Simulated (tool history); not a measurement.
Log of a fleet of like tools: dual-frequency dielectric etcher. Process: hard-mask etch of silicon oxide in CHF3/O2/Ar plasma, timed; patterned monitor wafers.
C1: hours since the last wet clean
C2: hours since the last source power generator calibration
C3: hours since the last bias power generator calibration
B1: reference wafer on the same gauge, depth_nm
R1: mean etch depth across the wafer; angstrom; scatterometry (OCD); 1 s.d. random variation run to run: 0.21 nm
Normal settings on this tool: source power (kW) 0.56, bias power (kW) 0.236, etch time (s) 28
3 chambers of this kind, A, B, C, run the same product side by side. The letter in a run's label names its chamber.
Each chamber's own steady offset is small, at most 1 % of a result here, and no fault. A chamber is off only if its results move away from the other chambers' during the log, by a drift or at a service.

Run 1A, hour 4.3: usual settings; C1 268.3; C2 3477.4; C3 3865.2; B1 58.829. Result: R1 593.53 angstrom.
Run 2B, hour 12.1: usual settings; C1 393.9; C2 837; C3 787.5; B1 58.777. Result: R1 596.49 angstrom.
Run 3C, hour 20.4: usual settings; C1 338.5; C2 2815.5; C3 1557.9; B1 58.817. Result: R1 593.36 angstrom.
Run 4B, hour 27.3: usual settings; C1 409.1; C2 852.2; C3 802.7; B1 58.765. Result: R1 593.39 angstrom.
Run 5A, hour 33.4: usual settings; C1 297.4; C2 3506.5; C3 3894.3; B1 58.859. Result: R1 593.18 angstrom.
Run 6C, hour 40: usual settings; C1 358.1; C2 2835.1; C3 1577.5; B1 58.744. Result: R1 591.74 angstrom.
Run 7B, hour 44.5: usual settings; C1 426.3; C2 869.4; C3 819.9; B1 58.803. Result: R1 597.49 angstrom.
Run 8A, hour 49: usual settings; C1 313; C2 3522.1; C3 3909.9; B1 58.779. Result: R1 593.32 angstrom.
Run 9C, hour 56.9: usual settings but source power (kW) 0.47, etch time (s) 23.5; C1 375; C2 2852; C3 1594.4; B1 58.795. Result: R1 463.54 angstrom.
Run 10C, hour 61: usual settings but source power (kW) 0.47, etch time (s) 23.5; C1 379.1; C2 2856.1; C3 1598.5; B1 58.845. Result: R1 460.49 angstrom.
Run 11B, hour 65.9: usual settings but source power (kW) 0.47, etch time (s) 23.5; C1 447.7; C2 890.8; C3 841.3; B1 58.815. Result: R1 468.35 angstrom.
At hour 70.4: chamber C: wet clean of the chamber.
Run 12A, hour 71.9: usual settings; C1 335.9; C2 3545; C3 3932.8; B1 58.759. Result: R1 594.45 angstrom.
Run 13C, hour 77.4: usual settings; C1 7.1; C2 2872.5; C3 1614.9; B1 58.75. Result: R1 592.94 angstrom.
Run 14B, hour 81.7: usual settings; C1 463.5; C2 906.6; C3 857.1; B1 58.771. Result: R1 594.36 angstrom.
Run 15A, hour 85.3: usual settings; C1 349.3; C2 3558.4; C3 3946.2; B1 58.809. Result: R1 591.42 angstrom.
Run 16C, hour 93.1: usual settings; C1 22.8; C2 2888.2; C3 1630.6; B1 58.803. Result: R1 587.92 angstrom.
Run 17A, hour 96.8: usual settings; C1 360.8; C2 3569.9; C3 3957.7; B1 58.76. Result: R1 588.8 angstrom.
Run 18B, hour 101.2: usual settings; C1 483; C2 926.1; C3 876.6; B1 58.829. Result: R1 597.2 angstrom.
At hour 108.1: chamber B: wet clean of the chamber.
Run 19C, hour 109: usual settings; C1 38.7; C2 2904.1; C3 1646.5; B1 58.861. Result: R1 587.03 angstrom.
Run 20B, hour 117.2: usual settings; C1 9.1; C2 942.1; C3 892.6; B1 58.818. Result: R1 619.54 angstrom.
Run 21A, hour 121.5: usual settings; C1 385.5; C2 3594.6; C3 3982.4; B1 58.785. Result: R1 592.81 angstrom.
Run 22A, hour 129.2: usual settings; C1 393.2; C2 3602.3; C3 3990.1; B1 58.809. Result: R1 590.93 angstrom.
Run 23B, hour 137.3: usual settings; C1 29.2; C2 962.2; C3 912.7; B1 58.783. Result: R1 617.85 angstrom.
Run 24C, hour 141: usual settings; C1 70.7; C2 2936.1; C3 1678.5; B1 58.847. Result: R1 591.15 angstrom.
Run 25C, hour 148.5: usual settings but etch time (s) 35.5; C1 78.2; C2 2943.6; C3 1686; B1 58.857. Result: R1 752.94 angstrom.
Run 26B, hour 154.7: usual settings but etch time (s) 35.5; C1 46.6; C2 979.6; C3 930.1; B1 58.772. Result: R1 780.77 angstrom.
Run 27A, hour 162.8: usual settings but etch time (s) 35.5; C1 426.8; C2 3635.9; C3 4023.7; B1 58.724. Result: R1 751.18 angstrom.
Run 28A, hour 168.2: usual settings; C1 432.2; C2 3641.3; C3 4029.1; B1 58.816. Result: R1 592.9 angstrom.
Run 29B, hour 174.6: usual settings; C1 66.5; C2 999.5; C3 950; B1 58.807. Result: R1 618.08 angstrom.
Run 30C, hour 181.7: usual settings; C1 111.4; C2 2976.8; C3 1719.2; B1 58.824. Result: R1 594.25 angstrom.
Run 31A, hour 185.7: usual settings; C1 449.7; C2 3658.8; C3 4046.6; B1 58.781. Result: R1 592.95 angstrom.
Run 32B, hour 191.2: usual settings; C1 83.1; C2 1016.1; C3 966.6; B1 58.877. Result: R1 618.42 angstrom.
Run 33C, hour 199.1: usual settings; C1 128.8; C2 2994.2; C3 1736.6; B1 58.828. Result: R1 594.23 angstrom.
Run 34C, hour 207.3: usual settings; C1 137; C2 3002.4; C3 1744.8; B1 58.808. Result: R1 594.54 angstrom.
Run 35B, hour 211.1: usual settings; C1 103; C2 1036; C3 986.5; B1 58.761. Result: R1 618.03 angstrom.
Run 36A, hour 215.6: usual settings but source power (kW) 0.69, bias power (kW) 0.29; C1 479.6; C2 3688.7; C3 4076.5; B1 58.792. Result: R1 688.91 angstrom.
Run 37A, hour 222.1: usual settings but source power (kW) 0.69, bias power (kW) 0.29; C1 486.1; C2 3695.2; C3 4083; B1 58.774. Result: R1 686.89 angstrom.
Run 38B, hour 229.4: usual settings but source power (kW) 0.69, bias power (kW) 0.29; C1 121.3; C2 1054.3; C3 1004.8; B1 58.833. Result: R1 714.9 angstrom.
Run 39C, hour 235.7: usual settings; C1 165.4; C2 3030.8; C3 1773.2; B1 58.793. Result: R1 592.19 angstrom.
Run 40A, hour 242.3: usual settings; C1 506.3; C2 3715.4; C3 4103.2; B1 58.777. Result: R1 593.4 angstrom.
Run 41C, hour 249.8: usual settings; C1 179.5; C2 3044.9; C3 1787.3; B1 58.779. Result: R1 589.72 angstrom.
Run 42B, hour 254.3: usual settings; C1 146.2; C2 1079.2; C3 1029.7; B1 58.764. Result: R1 620.08 angstrom.
Run 43B, hour 259.8: usual settings; C1 151.7; C2 1084.7; C3 1035.2; B1 58.841. Result: R1 617.57 angstrom.
Run 44A, hour 265: usual settings; C1 529; C2 3738.1; C3 4125.9; B1 58.827. Result: R1 591.98 angstrom.

Which is it: a chamber that has drifted or been left off by a service, a gauge drift common to all chambers, or only each chamber's usual small offset? If a chamber is off, name it and its likeliest cause.

A service on chamber B put it out of line with the rest.
Likeliest cause: etch rate over this chamber's usual, % = 3.69.

Which of the 4 candidates below, each the usual settings with something changed and its results left as question marks, puts chamber B back in line with what the other chambers give on the usual settings?
Allowed miss from the other chambers' usual-settings mean, per result, to count as in line: R1 7.2 angstrom
Run 45B-1, hour 271: usual settings but bias power (kW) 0.238, etch time (s) 29. Result: R1 ?.
Run 45B-2, hour 271: usual settings but bias power (kW) 0.208. Result: R1 ?.
Run 45B-3, hour 271: usual settings but source power (kW) 0.54. Result: R1 ?.
Run 45B-4, hour 271: usual settings but etch time (s) 28.5. Result: R1 ?.

Other chambers, usual settings, mean: R1 591.44 angstrom
  run      R1
45B-1  640.32
45B-2  589.21
45B-3  607.99
45B-4  627.37
Change 45B-2 lands the chamber within the allowed miss of the other chambers.
